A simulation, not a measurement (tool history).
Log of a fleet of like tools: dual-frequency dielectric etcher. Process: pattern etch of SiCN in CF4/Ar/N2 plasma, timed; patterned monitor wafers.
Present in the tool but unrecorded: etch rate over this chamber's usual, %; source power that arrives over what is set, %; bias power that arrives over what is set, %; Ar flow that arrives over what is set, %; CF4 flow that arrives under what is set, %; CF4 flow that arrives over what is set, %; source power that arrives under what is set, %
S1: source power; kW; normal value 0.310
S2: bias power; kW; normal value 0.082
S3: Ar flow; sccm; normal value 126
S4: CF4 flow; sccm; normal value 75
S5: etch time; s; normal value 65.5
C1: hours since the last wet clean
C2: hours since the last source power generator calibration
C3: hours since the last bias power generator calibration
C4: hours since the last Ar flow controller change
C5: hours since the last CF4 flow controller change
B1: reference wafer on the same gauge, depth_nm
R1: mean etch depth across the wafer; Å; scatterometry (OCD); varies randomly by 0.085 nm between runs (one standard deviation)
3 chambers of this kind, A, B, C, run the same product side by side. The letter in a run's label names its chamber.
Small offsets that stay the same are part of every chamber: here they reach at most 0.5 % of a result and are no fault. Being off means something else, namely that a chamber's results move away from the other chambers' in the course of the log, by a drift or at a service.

run   hour     S1     S2   S3  S4    S5     C1      C2      C3      C4      C5      B1      R1
 1C    6.7  0.310  0.082  126  75  65.5   72.5   177.4  2997.7  1299.3  1352.3  43.276  418.92
 2B   16.8  0.310  0.082  126  75  65.5   63.7  1280.4  1801.8   154.3  2793.4  43.302  416.82
 3A   28.1  0.310  0.082  126  75  65.5  228.2   868.0  3613.0  1064.9  2386.8  43.304  418.63
      30.4  -- chamber B: CF4 flow controller replaced
 4B   34.3  0.310  0.082  126  75  65.5   81.2  1297.9  1819.3   171.8     4.0  43.316  419.32
 5C   46.4  0.310  0.082  126  75  65.5  112.2   217.1  3037.4  1339.0  1392.0  43.318  418.53
 6A   55.0  0.310  0.082  126  75  65.5  255.1   894.9  3639.9  1091.8  2413.7  43.295  418.55
 7C   65.2  0.310  0.082  126  75  65.5  131.0   235.9  3056.2  1357.8  1410.8  43.313  417.04
 8B   77.2  0.310  0.082  126  75  65.5  124.1  1340.8  1862.2   214.7    46.9  43.294  418.63
 9A   87.3  0.310  0.069  126  75  65.5  287.4   927.2  3672.2  1124.1  2446.0  43.305  392.77
10A   98.6  0.310  0.069  126  75  65.5  298.7   938.5  3683.5  1135.4  2457.3  43.319  391.48
11C  112.6  0.310  0.069  126  75  65.5  178.4   283.3  3103.6  1405.2  1458.2  43.297  392.11
12B  122.9  0.310  0.082  126  75  65.5  169.8  1386.5  1907.9   260.4    92.6  43.309  417.36
     132.7  -- chamber C: bias power generator calibrated
13A  137.1  0.310  0.082  126  75  65.5  337.2   977.0  3722.0  1173.9  2495.8  43.286  418.86
14C  150.3  0.310  0.082  126  75  65.5  216.1   321.0    17.7  1442.9  1495.9  43.325  423.27
15B  159.8  0.310  0.082  126  75  65.5  206.7  1423.4  1944.8   297.3   129.5  43.297  416.97
16C  170.5  0.370  0.082  126  75  65.5  236.3   341.2    37.9  1463.1  1516.1  43.315  494.20
17A  178.9  0.370  0.082  126  75  65.5  379.0  1018.8  3763.8  1215.7  2537.6  43.303  488.13
18B  188.2  0.370  0.082  126  75  65.5  235.1  1451.8  1973.2   325.7   157.9  43.308  491.16
19C  198.4  0.310  0.082  126  75  65.5  264.2   369.1    65.8  1491.0  1544.0  43.318  422.21
20B  204.9  0.310  0.082  126  75  83.0  251.8  1468.5  1989.9   342.4   174.6  43.289  528.98
21A  217.1  0.310  0.082  126  75  83.0  417.2  1057.0  3802.0  1253.9  2575.8  43.293  528.76
22B  229.6  0.310  0.082  126  75  83.0  276.5  1493.2  2014.6   367.1   199.3  43.306  529.37
23C  239.9  0.310  0.082  126  75  65.5  305.7   410.6   107.3  1532.5  1585.5  43.303  423.28
24A  252.7  0.310  0.082  126  75  65.5  452.8  1092.6  3837.6  1289.5  2611.4  43.299  418.48
25C  262.0  0.260  0.082  126  75  65.5  327.8   432.7   129.4  1554.6  1607.6  43.280  361.85
26A  270.2  0.260  0.082  126  75  65.5  470.3  1110.1  3855.1  1307.0  2628.9  43.298  358.18
27B  284.2  0.260  0.082  126  75  65.5  331.1  1547.8  2069.2   421.7   253.9  43.284  356.95
28C  297.3  0.310  0.082  126  75  65.5  363.1   468.0   164.7  1589.9  1642.9  43.265  423.34
29A  303.5  0.310  0.082  126  75  65.5  503.6  1143.4  3888.4  1340.3  2662.2  43.296  419.05
30B  314.2  0.310  0.082  126  82  56.5  361.1  1577.8  2099.2   451.7   283.9  43.324  364.97
     318.9  -- chamber A: wet clean of the chamber
31C  321.6  0.310  0.082  126  82  56.5  387.4   492.3   189.0  1614.2  1667.2  43.307  369.56
     322.8  -- chamber B: wet clean of the chamber
32B  335.8  0.310  0.082  126  82  56.5   13.0  1599.4  2120.8   473.3   305.5  43.297  364.70
33A  346.2  0.310  0.082  126  75  65.5   27.3  1186.1  3931.1  1383.0  2704.9  43.302  417.66
34C  357.3  0.310  0.082  126  75  65.5  423.1   528.0   224.7  1649.9  1702.9  43.313  422.03
35A  365.0  0.340  0.082  126  93  65.5   46.1  1204.9  3949.9  1401.8  2723.7  43.308  466.21
36B  371.7  0.340  0.082  126  93  65.5   48.9  1635.3  2156.7   509.2   341.4  43.304  465.71
37A  382.3  0.340  0.082  126  93  65.5   63.4  1222.2  3967.2  1419.1  2741.0  43.290  468.55
38B  392.6  0.310  0.082  126  75  65.5   69.8  1656.2  2177.6   530.1   362.3  43.325  417.41

Predict what each chamber gives when all 3 of them run the settings below next.
39A  402.9  0.310  0.082  126  75  57.5                           ?
39B  402.9  0.310  0.082  126  75  57.5                           ?
39C  402.9  0.310  0.082  126  75  57.5                           ?

run      R1
39A  366.51
39B  366.20
39C  370.56
